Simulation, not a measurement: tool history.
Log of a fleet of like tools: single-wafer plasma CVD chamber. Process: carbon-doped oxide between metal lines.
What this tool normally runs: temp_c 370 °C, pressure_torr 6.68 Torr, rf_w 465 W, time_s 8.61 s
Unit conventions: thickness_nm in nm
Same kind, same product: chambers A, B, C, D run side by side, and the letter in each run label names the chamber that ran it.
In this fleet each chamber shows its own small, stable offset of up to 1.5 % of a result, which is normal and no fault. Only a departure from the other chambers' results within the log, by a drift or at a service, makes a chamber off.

run,hour,temp_c,pressure_torr,rf_w,time_s,hours since the last thermocouple change,hours since the last RF generator calibration,hours since the last manometer calibration,"read-back reference wafer on the same gauge, thickness_nm",thickness_nm
# hour 4.6: chamber D: thermocouple changed; heater temperature recalibrated
1A,9.1,370,6.68,465,8.61,809.2,1990.9,1217.2,36.286,41.684
2B,16.4,370,6.68,465,8.61,1959.0,402.1,889.9,36.247,41.402
3C,24.7,370,6.68,465,8.61,29.6,1644.2,2172.7,36.275,42.683
4D,34.0,370,6.68,465,8.61,29.5,1849.6,2403.8,36.341,42.534
5C,40.6,370,6.68,465,8.61,45.5,1660.1,2188.6,36.316,42.479
6A,48.0,370,6.68,465,8.61,848.1,2029.8,1256.1,36.282,41.699
7B,57.5,370,6.68,465,8.61,2000.1,443.2,931.0,36.316,41.872
8D,61.8,370,6.68,465,8.61,57.3,1877.4,2431.6,36.286,42.498
9B,67.9,370,6.68,465,8.61,2010.5,453.6,941.4,36.325,41.928
10A,74.4,370,6.68,465,8.61,874.5,2056.2,1282.5,36.271,41.754
11D,82.4,370,6.68,465,8.61,77.9,1898.0,2452.2,36.326,41.962
12C,87.7,370,6.68,465,8.61,92.6,1707.2,2235.7,36.303,42.970
# hour 94.4: chamber B: thermocouple changed; heater temperature recalibrated
13C,96.9,370,6.68,465,8.61,101.8,1716.4,2244.9,36.284,42.679
14B,105.1,382,6.68,465,8.61,10.8,490.8,978.6,36.303,40.874
15D,114.6,382,6.68,465,8.61,110.1,1930.2,2484.4,36.319,41.524
16A,119.1,382,6.68,465,8.61,919.2,2100.9,1327.2,36.333,40.823
17C,125.9,382,6.68,465,8.61,130.8,1745.4,2273.9,36.313,42.024
18A,134.3,370,6.68,465,8.61,934.4,2116.1,1342.4,36.305,41.528
19B,142.8,370,6.68,465,8.61,48.5,528.5,1016.3,36.274,41.480
20D,151.2,370,6.68,465,8.61,146.7,1966.8,2521.0,36.311,42.395
21D,156.6,370,6.68,465,8.61,152.1,1972.2,2526.4,36.315,42.302
22A,164.9,370,6.68,465,8.61,965.0,2146.7,1373.0,36.291,41.736
23C,170.6,370,6.68,465,8.61,175.5,1790.1,2318.6,36.292,42.645
24B,177.6,370,6.68,465,8.61,83.3,563.3,1051.1,36.306,41.170
25C,185.8,370,6.68,465,8.61,190.7,1805.3,2333.8,36.309,42.811
26B,192.7,370,6.68,465,8.61,98.4,578.4,1066.2,36.260,40.817
27A,198.1,370,6.68,465,8.61,998.2,2179.9,1406.2,36.280,41.752
28D,205.5,370,6.68,465,8.61,201.0,2021.1,2575.3,36.317,42.116
29B,214.5,370,6.68,465,8.61,120.2,600.2,1088.0,36.299,40.746

Next, all 4 chambers run the settings below, one line each with question marks for the results. What does each chamber give?
30A,221.6,370,6.68,465,9.86,,,,,?
30B,221.6,370,6.68,465,9.86,,,,,?
30C,221.6,370,6.68,465,9.86,,,,,?
30D,221.6,370,6.68,465,9.86,,,,,?

run,thickness_nm
30A,47.800
30B,45.788
30C,48.666
30D,47.904
